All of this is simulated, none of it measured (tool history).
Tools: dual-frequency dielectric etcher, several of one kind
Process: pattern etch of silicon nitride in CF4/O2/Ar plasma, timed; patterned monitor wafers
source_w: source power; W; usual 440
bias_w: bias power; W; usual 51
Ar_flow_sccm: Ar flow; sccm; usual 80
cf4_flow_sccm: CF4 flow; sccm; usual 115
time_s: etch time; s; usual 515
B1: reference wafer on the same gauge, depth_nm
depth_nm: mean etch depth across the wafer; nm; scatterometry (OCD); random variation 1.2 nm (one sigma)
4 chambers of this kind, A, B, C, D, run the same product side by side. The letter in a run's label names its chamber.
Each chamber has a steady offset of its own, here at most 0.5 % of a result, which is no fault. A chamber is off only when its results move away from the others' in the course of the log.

Run 1D, day 0.458: usual settings; B1 1036.0. Result: depth_nm 919.50 nm.
At day 1.025: chamber D: wet clean of the chamber.
Run 2A, day 1.125: usual settings; B1 1035.5. Result: depth_nm 914.97 nm.
Run 3B, day 1.754: usual settings; B1 1035.2. Result: depth_nm 920.66 nm.
Run 4C, day 2.304: usual settings; B1 1035.2. Result: depth_nm 919.05 nm.
Run 5A, day 2.817: usual settings; B1 1035.0. Result: depth_nm 914.23 nm.
Run 6B, day 3.262: usual settings; B1 1035.1. Result: depth_nm 919.33 nm.
Run 7C, day 3.592: usual settings; B1 1034.6. Result: depth_nm 918.15 nm.
Run 8D, day 4.058: usual settings but Ar_flow_sccm 67 sccm; B1 1034.8. Result: depth_nm 933.36 nm.
Run 9D, day 4.608: usual settings but Ar_flow_sccm 67 sccm; B1 1034.5. Result: depth_nm 934.59 nm.
Run 10B, day 5.179: usual settings but Ar_flow_sccm 67 sccm; B1 1034.0. Result: depth_nm 935.85 nm.
Run 11A, day 5.475: usual settings but Ar_flow_sccm 67 sccm; B1 1033.9. Result: depth_nm 929.01 nm.
Run 12C, day 6.096: usual settings; B1 1033.7. Result: depth_nm 914.69 nm.
At day 6.433: chamber C: wet clean of the chamber.
Run 13C, day 6.700: usual settings; B1 1033.5. Result: depth_nm 913.64 nm.
Run 14A, day 7.096: usual settings; B1 1033.1. Result: depth_nm 910.97 nm.
At day 7.646: chamber D: bias power generator calibrated.
Run 15B, day 7.679: usual settings; B1 1033.4. Result: depth_nm 920.22 nm.
Run 16D, day 8.162: usual settings; B1 1033.1. Result: depth_nm 917.60 nm.
At day 8.283: chamber A: wet clean of the chamber.
Run 17C, day 8.696: usual settings; B1 1032.8. Result: depth_nm 914.10 nm.
Run 18A, day 9.088: usual settings; B1 1032.5. Result: depth_nm 910.59 nm.
Run 19B, day 9.500: usual settings; B1 1032.4. Result: depth_nm 919.25 nm.
Run 20D, day 10.062: usual settings; B1 1032.2. Result: depth_nm 918.52 nm.
Run 21C, day 10.717: usual settings; B1 1031.5. Result: depth_nm 914.21 nm.
Run 22B, day 11.112: usual settings; B1 1031.8. Result: depth_nm 918.47 nm.
At day 11.262: chamber B: CF4 flow controller replaced.
Run 23D, day 11.608: usual settings; B1 1031.8. Result: depth_nm 913.70 nm.
Run 24A, day 12.079: usual settings; B1 1031.7. Result: depth_nm 911.68 nm.
Run 25D, day 12.571: usual settings; B1 1031.5. Result: depth_nm 916.09 nm.
Run 26B, day 13.183: usual settings; B1 1030.9. Result: depth_nm 917.17 nm.
Run 27A, day 13.817: usual settings; B1 1030.8. Result: depth_nm 910.10 nm.
Run 28C, day 14.508: usual settings; B1 1030.0. Result: depth_nm 910.05 nm.

Next, every chamber runs the same settings. What will each give?
Run 29A, day 15.004: usual settings. Result: depth_nm ?.
Run 29B, day 15.004: usual settings. Result: depth_nm ?.
Run 29C, day 15.004: usual settings. Result: depth_nm ?.
Run 29D, day 15.004: usual settings. Result: depth_nm ?.

run  depth_nm
29A    909.99
29B    918.80
29C    912.66
29D    913.64
